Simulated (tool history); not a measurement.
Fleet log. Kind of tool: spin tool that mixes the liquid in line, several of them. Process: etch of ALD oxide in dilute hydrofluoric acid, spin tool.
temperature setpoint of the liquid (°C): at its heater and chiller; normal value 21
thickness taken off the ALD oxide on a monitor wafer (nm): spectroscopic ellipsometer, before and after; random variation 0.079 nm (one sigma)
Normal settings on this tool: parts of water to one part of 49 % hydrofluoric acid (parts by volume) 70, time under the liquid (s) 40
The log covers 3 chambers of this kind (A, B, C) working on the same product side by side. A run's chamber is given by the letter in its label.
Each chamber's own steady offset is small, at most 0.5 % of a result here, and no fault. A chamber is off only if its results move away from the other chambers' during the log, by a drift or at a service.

| run | day | temperature setpoint of the liquid (°C) | parts of water to one part of 49 % hydrofluoric acid (parts by volume) | time under the liquid (s) | read-back film thickness of the ALD oxide reference wafer, read on the same gauge (nm) | thickness taken off the ALD oxide on a monitor wafer (nm) |
|---|---|---|---|---|---|---|
| 1A | 0.238 | 21 | 70 | 40 | 109.96 | 9.5447 |
| 2C | 0.762 | 21 | 70 | 40 | 110.01 | 9.5631 |
|  | 1.117 | chamber B: thermometer replaced |
| 3B | 1.167 | 21 | 70 | 40 | 109.97 | 9.7064 |
| 4C | 1.558 | 21 | 70 | 40 | 109.97 | 9.7038 |
| 5A | 1.938 | 21 | 70 | 40 | 110.01 | 9.7219 |
| 6B | 2.375 | 21 | 70 | 40 | 109.97 | 9.6865 |
| 7B | 2.896 | 21 | 95 | 40 | 109.98 | 6.9949 |
| 8C | 3.204 | 21 | 95 | 40 | 110.01 | 6.8873 |
| 9A | 3.725 | 21 | 95 | 40 | 109.99 | 6.8283 |
| 10B | 4.079 | 21 | 55 | 40 | 110.03 | 12.597 |
| 11C | 4.538 | 21 | 55 | 40 | 109.99 | 12.718 |
| 12A | 4.938 | 21 | 55 | 40 | 110.05 | 12.527 |
| 13C | 5.442 | 21 | 70 | 40 | 110 | 9.6604 |
| 14B | 5.888 | 21 | 70 | 40 | 110.01 | 9.7705 |
| 15A | 6.367 | 21 | 70 | 40 | 109.98 | 9.5757 |
| 16B | 6.708 | 25 | 70 | 40 | 110.04 | 11.505 |
| 17C | 7.029 | 25 | 70 | 40 | 110.02 | 11.545 |
|  | 7.258 | chamber C: hydrofluoric acid flow meter replaced |
| 18A | 7.571 | 25 | 70 | 40 | 110.02 | 11.21 |
| 19B | 7.875 | 21 | 70 | 40 | 110 | 9.6788 |
| 20A | 8.188 | 21 | 70 | 40 | 109.99 | 9.6582 |
| 21C | 8.617 | 23 | 70 | 40 | 110 | 10.982 |
| 22A | 8.862 | 23 | 70 | 40 | 109.99 | 10.361 |
| 23C | 9.371 | 23 | 70 | 40 | 109.96 | 11.044 |
| 24B | 9.9 | 21 | 70 | 40 | 109.99 | 9.7057 |
| 25C | 10.275 | 21 | 70 | 40 | 109.96 | 10.211 |
| 26A | 10.546 | 21 | 70 | 40 | 109.99 | 9.6213 |
| 27B | 10.904 | 21 | 70 | 40 | 109.95 | 9.92 |

Which is it: a chamber that has drifted or been left off by a service, a gauge drift common to all chambers, or only each chamber's usual small offset? If a chamber is off, name it and its likeliest cause.

Little by little, chamber C moves away from the other chambers.
Likeliest cause: liquid hotter than its thermometer reads (K) = 1.65.

Which of the 4 candidates below, each the usual settings with something changed and its results left as question marks, puts chamber C back in line with what the other chambers give on the usual settings?
Maximum distance from the other chambers' mean on the usual settings for a result to count as in line: thickness taken off the ALD oxide on a monitor wafer (nm) 0.28
| 28C-1 | 11.3 | 21 | 70 | 35 |  | ? |
| 28C-2 | 11.3 | 19.5 | 70 | 40 |  | ? |
| 28C-3 | 11.3 | 21.5 | 70 | 45 |  | ? |
| 28C-4 | 11.3 | 22.5 | 70 | 40 |  | ? |

Usual-settings mean across the other chambers: thickness taken off the ALD oxide on a monitor wafer (nm) 9.6572
| run | thickness taken off the ALD oxide on a monitor wafer (nm) |
|---|---|
| 28C-1 | 9.0252 |
| 28C-2 | 9.6918 |
| 28C-3 | 11.843 |
| 28C-4 | 10.969 |
It is 28C-2 that realigns the chamber with its peers.
